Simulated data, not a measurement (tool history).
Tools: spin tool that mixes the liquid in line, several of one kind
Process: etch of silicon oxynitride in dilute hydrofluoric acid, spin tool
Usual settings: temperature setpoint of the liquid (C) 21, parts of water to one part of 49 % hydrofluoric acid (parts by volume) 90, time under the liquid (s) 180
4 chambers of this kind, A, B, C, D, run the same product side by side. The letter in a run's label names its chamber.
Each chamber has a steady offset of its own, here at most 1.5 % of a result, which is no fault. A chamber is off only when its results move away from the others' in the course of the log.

run,hour,temperature setpoint of the liquid (C),parts of water to one part of 49 % hydrofluoric acid (parts by volume),time under the liquid (s),"read-back film thickness of the silicon oxynitride reference wafer, read on the same gauge (nm)",thickness taken off the silicon oxynitride on a monitor wafer (angstrom)
1B,4.1,21,90,180,109.98,56.275
2D,7.9,21,90,180,109.98,55.922
3C,12.1,21,90,180,110,55.957
4A,15.4,21,90,180,110.02,55.62
5C,18.7,21,90,180,109.98,56.081
6D,21.3,21,90,180,109.98,56.416
7A,25.2,24.5,130,180,109.99,43.393
8B,27.6,24.5,130,180,109.99,44.631
9B,30.4,24.5,130,180,110,44.873
10D,33.5,24.5,130,180,109.98,44.463
11C,36.8,21,90,180,110.01,55.97
12A,39.5,21,90,180,110.01,54.771
13C,42.9,21,90,180,109.98,56.376
14D,45.7,21,90,180,109.98,55.668
15B,49.5,21,90,180,110.02,56.142
16A,52.1,21,90,180,110.02,54.916
17C,55.2,21,90,180,109.98,56.677
18D,57.5,21,90,180,109.97,56.303
19A,61.6,21,90,180,110,54.847
20B,65.7,21,90,180,110.03,55.719
21D,68.3,21,90,270,109.99,84.171
22C,70.5,21,90,270,110.01,83.993
23B,73.9,21,90,270,109.98,84.377
24A,77.6,21,90,270,110.01,82.987
# hour 78.1: chamber C: hydrofluoric acid flow meter replaced
25D,81.5,21,90,180,109.98,56.083
26A,84.3,21,90,180,110.01,55.282
27C,87.6,21,90,180,110.01,55.846
28B,90,21,90,180,110.01,56.291
29D,93.3,21,90,180,110.01,55.999
30C,95.3,24.5,90,265,109.98,98.283
31B,98.1,24.5,90,265,110.01,97.241
32A,101.5,24.5,90,265,109.99,96.846
33A,104.9,24.5,90,265,109.97,95.992
34C,107.9,21,90,180,110.01,55.546

What goes on in this fleet: one chamber off, a drifting gauge, or nothing beyond the chambers' own small offsets? Name the chamber and the cause, if any.

No chamber stands off beyond its own small offset, and the gauge holds steady.
